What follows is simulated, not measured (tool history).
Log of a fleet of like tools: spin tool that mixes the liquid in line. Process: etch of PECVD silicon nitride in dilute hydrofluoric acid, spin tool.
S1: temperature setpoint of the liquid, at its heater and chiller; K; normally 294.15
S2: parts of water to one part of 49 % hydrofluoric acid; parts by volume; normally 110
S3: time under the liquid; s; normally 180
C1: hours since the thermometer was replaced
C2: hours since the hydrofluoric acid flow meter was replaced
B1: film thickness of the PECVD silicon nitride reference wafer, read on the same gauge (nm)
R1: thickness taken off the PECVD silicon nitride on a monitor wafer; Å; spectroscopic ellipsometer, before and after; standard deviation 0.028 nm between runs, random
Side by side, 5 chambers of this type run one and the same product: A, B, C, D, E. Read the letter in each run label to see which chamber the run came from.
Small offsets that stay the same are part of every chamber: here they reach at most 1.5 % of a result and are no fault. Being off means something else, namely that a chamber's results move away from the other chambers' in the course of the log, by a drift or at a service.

| run | hour | S1 | S2 | S3 | C1 | C2 | B1 | R1 |
|---|---|---|---|---|---|---|---|---|
| 1A | 3.7 | 294.15 | 110 | 180 | 600.2 | 108.8 | 89.975 | 46.069 |
| 2B | 7.5 | 294.15 | 110 | 180 | 572.2 | 651.4 | 90.035 | 45.716 |
| 3E | 13.0 | 294.15 | 110 | 180 | 1092.2 | 1094.3 | 90.002 | 45.987 |
| 4D | 17.3 | 294.15 | 110 | 180 | 1309.4 | 1441.3 | 89.974 | 45.949 |
| 5C | 23.1 | 294.15 | 110 | 180 | 266.6 | 85.6 | 89.988 | 46.796 |
| 6C | 25.9 | 294.15 | 110 | 180 | 269.4 | 88.4 | 89.996 | 46.120 |
| 7E | 30.0 | 294.15 | 110 | 180 | 1109.2 | 1111.3 | 90.012 | 45.526 |
| 8D | 35.8 | 294.15 | 110 | 180 | 1327.9 | 1459.8 | 89.990 | 45.849 |
| 9B | 39.7 | 294.15 | 110 | 180 | 604.4 | 683.6 | 90.008 | 45.814 |
| 10A | 43.6 | 294.15 | 110 | 180 | 640.1 | 148.7 | 90.019 | 45.517 |
| 11C | 46.3 | 294.15 | 75 | 140 | 289.8 | 108.8 | 89.975 | 52.998 |
| 12A | 52.2 | 294.15 | 75 | 140 | 648.7 | 157.3 | 89.989 | 51.241 |
| 13E | 57.1 | 294.15 | 75 | 140 | 1136.3 | 1138.4 | 90.001 | 52.477 |
| 14D | 62.4 | 294.15 | 75 | 140 | 1354.5 | 1486.4 | 90.007 | 52.239 |
| 15B | 65.5 | 294.15 | 75 | 140 | 630.2 | 709.4 | 90.012 | 51.136 |
| 16A | 70.4 | 294.15 | 110 | 180 | 666.9 | 175.5 | 90.010 | 46.163 |
| 17D | 76.3 | 294.15 | 110 | 180 | 1368.4 | 1500.3 | 90.030 | 46.543 |
| 18B | 80.6 | 294.15 | 110 | 180 | 645.3 | 724.5 | 90.017 | 45.819 |
| 19C | 85.8 | 294.15 | 110 | 180 | 329.3 | 148.3 | 90.021 | 46.509 |
| 20E | 88.8 | 294.15 | 110 | 180 | 1168.0 | 1170.1 | 90.003 | 44.881 |
| 21D | 93.6 | 294.15 | 110 | 180 | 1385.7 | 1517.6 | 90.022 | 46.498 |
| 22B | 97.9 | 294.15 | 110 | 180 | 662.6 | 741.8 | 90.008 | 45.803 |
| 23E | 102.0 | 294.15 | 110 | 180 | 1181.2 | 1183.3 | 89.964 | 44.853 |
| 24A | 106.9 | 294.15 | 125 | 145 | 703.4 | 212.0 | 89.984 | 32.820 |
| 25C | 110.5 | 294.15 | 125 | 145 | 354.0 | 173.0 | 89.994 | 32.798 |
| 26D | 116.4 | 294.15 | 125 | 145 | 1408.5 | 1540.4 | 90.030 | 32.922 |
| 27E | 119.5 | 294.15 | 125 | 145 | 1198.7 | 1200.8 | 90.001 | 31.477 |
| 28C | 125.3 | 294.15 | 125 | 145 | 368.8 | 187.8 | 90.020 | 33.094 |
| 29A | 129.4 | 294.15 | 110 | 180 | 725.9 | 234.5 | 90.044 | 46.098 |
| 30B | 134.1 | 294.15 | 110 | 180 | 698.8 | 778.0 | 90.003 | 45.879 |
| 31E | 137.9 | 294.15 | 110 | 180 | 1217.1 | 1219.2 | 90.052 | 43.684 |
| 32B | 140.6 | 294.15 | 110 | 180 | 705.3 | 784.5 | 90.008 | 45.931 |
| 33C | 144.0 | 298.15 | 110 | 180 | 387.5 | 206.5 | 90.006 | 60.698 |

For the next run the whole fleet of 5 chambers uses the same settings. Give each chamber's results:
| 34A | 148.4 | 294.15 | 75 | 180 |  |  |  | ? |
| 34B | 148.4 | 294.15 | 75 | 180 |  |  |  | ? |
| 34C | 148.4 | 294.15 | 75 | 180 |  |  |  | ? |
| 34D | 148.4 | 294.15 | 75 | 180 |  |  |  | ? |
| 34E | 148.4 | 294.15 | 75 | 180 |  |  |  | ? |

| run | R1 |
|---|---|
| 34A | 66.477 |
| 34B | 65.971 |
| 34C | 66.196 |
| 34D | 67.956 |
| 34E | 63.017 |
